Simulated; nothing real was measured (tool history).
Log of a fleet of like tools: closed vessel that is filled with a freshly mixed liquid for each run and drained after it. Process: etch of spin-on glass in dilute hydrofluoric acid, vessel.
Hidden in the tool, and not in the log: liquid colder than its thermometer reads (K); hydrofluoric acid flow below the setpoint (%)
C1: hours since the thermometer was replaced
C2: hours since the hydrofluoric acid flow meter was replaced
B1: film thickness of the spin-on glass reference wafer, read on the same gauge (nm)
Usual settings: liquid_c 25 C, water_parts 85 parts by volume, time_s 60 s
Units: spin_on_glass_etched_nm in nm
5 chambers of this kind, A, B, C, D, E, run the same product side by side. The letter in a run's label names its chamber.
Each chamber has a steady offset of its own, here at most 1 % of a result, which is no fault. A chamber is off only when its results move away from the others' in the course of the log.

{"run": "1A", "day": 0.254, "liquid_c": 25, "water_parts": 85, "time_s": 60, "C1": 673.3, "C2": 1049.7, "B1": 150.01, "spin_on_glass_etched_nm": 25.047}
{"run": "2C", "day": 0.588, "liquid_c": 25, "water_parts": 85, "time_s": 60, "C1": 342.9, "C2": 510.8, "B1": 149.99, "spin_on_glass_etched_nm": 25.083}
{"run": "3E", "day": 0.808, "liquid_c": 25, "water_parts": 85, "time_s": 60, "C1": 1297.0, "C2": 53.0, "B1": 149.99, "spin_on_glass_etched_nm": 24.478}
{"run": "4D", "day": 0.967, "liquid_c": 25, "water_parts": 85, "time_s": 60, "C1": 838.7, "C2": 100.8, "B1": 150.0, "spin_on_glass_etched_nm": 24.878}
{"run": "5B", "day": 1.138, "liquid_c": 25, "water_parts": 85, "time_s": 60, "C1": 469.9, "C2": 1016.7, "B1": 150.0, "spin_on_glass_etched_nm": 25.146}
{"run": "6E", "day": 1.396, "liquid_c": 25, "water_parts": 85, "time_s": 60, "C1": 1311.1, "C2": 67.1, "B1": 150.01, "spin_on_glass_etched_nm": 24.957}
{"run": "7C", "day": 1.696, "liquid_c": 25, "water_parts": 85, "time_s": 60, "C1": 369.5, "C2": 537.4, "B1": 149.99, "spin_on_glass_etched_nm": 25.086}
{"run": "8D", "day": 1.938, "liquid_c": 25, "water_parts": 85, "time_s": 60, "C1": 862.0, "C2": 124.1, "B1": 150.0, "spin_on_glass_etched_nm": 25.362}
{"run": "9A", "day": 2.196, "liquid_c": 25, "water_parts": 85, "time_s": 60, "C1": 719.9, "C2": 1096.3, "B1": 150.01, "spin_on_glass_etched_nm": 24.978}
{"run": "10B", "day": 2.475, "liquid_c": 25, "water_parts": 85, "time_s": 60, "C1": 502.0, "C2": 1048.8, "B1": 149.98, "spin_on_glass_etched_nm": 25.125}
{"run": "11B", "day": 2.783, "liquid_c": 25, "water_parts": 85, "time_s": 60, "C1": 509.4, "C2": 1056.2, "B1": 150.02, "spin_on_glass_etched_nm": 25.324}
{"run": "12D", "day": 3.062, "liquid_c": 25, "water_parts": 85, "time_s": 60, "C1": 889.0, "C2": 151.1, "B1": 149.99, "spin_on_glass_etched_nm": 24.719}
{"run": "13C", "day": 3.267, "liquid_c": 25, "water_parts": 85, "time_s": 60, "C1": 407.2, "C2": 575.1, "B1": 150.0, "spin_on_glass_etched_nm": 24.874}
{"run": "14A", "day": 3.579, "liquid_c": 29, "water_parts": 85, "time_s": 95, "C1": 753.1, "C2": 1129.5, "B1": 150.0, "spin_on_glass_etched_nm": 45.508}
{"run": "15E", "day": 3.754, "liquid_c": 29, "water_parts": 85, "time_s": 95, "C1": 1367.7, "C2": 123.7, "B1": 149.98, "spin_on_glass_etched_nm": 46.762}
{"run": "16E", "day": 4.067, "liquid_c": 29, "water_parts": 85, "time_s": 95, "C1": 1375.2, "C2": 131.2, "B1": 149.98, "spin_on_glass_etched_nm": 46.36}
{"run": "17C", "day": 4.379, "liquid_c": 29, "water_parts": 85, "time_s": 95, "C1": 433.9, "C2": 601.8, "B1": 150.01, "spin_on_glass_etched_nm": 46.027}
{"run": "18D", "day": 4.646, "liquid_c": 29, "water_parts": 85, "time_s": 95, "C1": 927.0, "C2": 189.1, "B1": 150.0, "spin_on_glass_etched_nm": 46.763}
{"run": "19A", "day": 4.925, "liquid_c": 25, "water_parts": 85, "time_s": 60, "C1": 785.4, "C2": 1161.8, "B1": 150.01, "spin_on_glass_etched_nm": 24.794}
{"run": "20B", "day": 5.246, "liquid_c": 28, "water_parts": 85, "time_s": 60, "C1": 568.5, "C2": 1115.3, "B1": 150.01, "spin_on_glass_etched_nm": 26.368}
{"run": "21C", "day": 5.488, "liquid_c": 28, "water_parts": 85, "time_s": 60, "C1": 460.5, "C2": 628.4, "B1": 150.0, "spin_on_glass_etched_nm": 27.801}
{"run": "22A", "day": 5.808, "liquid_c": 28, "water_parts": 85, "time_s": 60, "C1": 806.6, "C2": 1183.0, "B1": 149.98, "spin_on_glass_etched_nm": 28.049}
{"run": "23E", "day": 6.046, "liquid_c": 28, "water_parts": 85, "time_s": 60, "C1": 1422.7, "C2": 178.7, "B1": 150.01, "spin_on_glass_etched_nm": 28.099}
{"run": "24D", "day": 6.204, "liquid_c": 28, "water_parts": 85, "time_s": 60, "C1": 964.4, "C2": 226.5, "B1": 149.99, "spin_on_glass_etched_nm": 27.673}
{"run": "25B", "day": 6.442, "liquid_c": 25, "water_parts": 85, "time_s": 60, "C1": 597.2, "C2": 1144.0, "B1": 150.0, "spin_on_glass_etched_nm": 23.072}
{"run": "26D", "day": 6.629, "liquid_c": 25, "water_parts": 85, "time_s": 60, "C1": 974.6, "C2": 236.7, "B1": 149.99, "spin_on_glass_etched_nm": 24.648}
{"run": "27E", "day": 6.825, "liquid_c": 25, "water_parts": 85, "time_s": 60, "C1": 1441.4, "C2": 197.4, "B1": 150.0, "spin_on_glass_etched_nm": 24.711}
{"run": "28A", "day": 7.058, "liquid_c": 25, "water_parts": 85, "time_s": 60, "C1": 836.6, "C2": 1213.0, "B1": 150.0, "spin_on_glass_etched_nm": 24.959}
{"day": 7.083, "done": "chamber A: hydrofluoric acid flow meter replaced"}
{"run": "29C", "day": 7.246, "liquid_c": 25, "water_parts": 65, "time_s": 60, "C1": 502.7, "C2": 670.6, "B1": 150.01, "spin_on_glass_etched_nm": 33.473}
{"run": "30B", "day": 7.438, "liquid_c": 25, "water_parts": 65, "time_s": 60, "C1": 621.1, "C2": 1167.9, "B1": 149.99, "spin_on_glass_etched_nm": 30.463}
{"run": "31A", "day": 7.775, "liquid_c": 25, "water_parts": 65, "time_s": 60, "C1": 853.8, "C2": 16.7, "B1": 149.99, "spin_on_glass_etched_nm": 33.536}

What goes on in this fleet: one chamber off, a drifting gauge, or nothing beyond the chambers' own small offsets? Name the chamber and the cause, if any.

Chamber B drifts away from the others.
Cause: hydrofluoric acid flow below the setpoint (%) = 11.

Here are 4 candidates for chamber B's next run, each the usual settings with a change, their results left as question marks. Which one brings its results back in line with what the others give on the usual settings?
In line means no further than this from the other chambers' mean on the usual settings: spin_on_glass_etched_nm 0.860 nm
{"run": "32B-1", "day": 8.021, "liquid_c": 25, "water_parts": 85, "time_s": 75, "spin_on_glass_etched_nm": "?"}
{"run": "32B-2", "day": 8.021, "liquid_c": 25, "water_parts": 75, "time_s": 60, "spin_on_glass_etched_nm": "?"}
{"run": "32B-3", "day": 8.021, "liquid_c": 25, "water_parts": 95, "time_s": 55, "spin_on_glass_etched_nm": "?"}
{"run": "32B-4", "day": 8.021, "liquid_c": 22, "water_parts": 85, "time_s": 60, "spin_on_glass_etched_nm": "?"}

The other chambers' mean on the usual settings: spin_on_glass_etched_nm 24.934 nm
run=32B-1 spin_on_glass_etched_nm=27.419
run=32B-2 spin_on_glass_etched_nm=25.253
run=32B-3 spin_on_glass_etched_nm=17.720
run=32B-4 spin_on_glass_etched_nm=19.451
32B-2 brings the chamber back in line.

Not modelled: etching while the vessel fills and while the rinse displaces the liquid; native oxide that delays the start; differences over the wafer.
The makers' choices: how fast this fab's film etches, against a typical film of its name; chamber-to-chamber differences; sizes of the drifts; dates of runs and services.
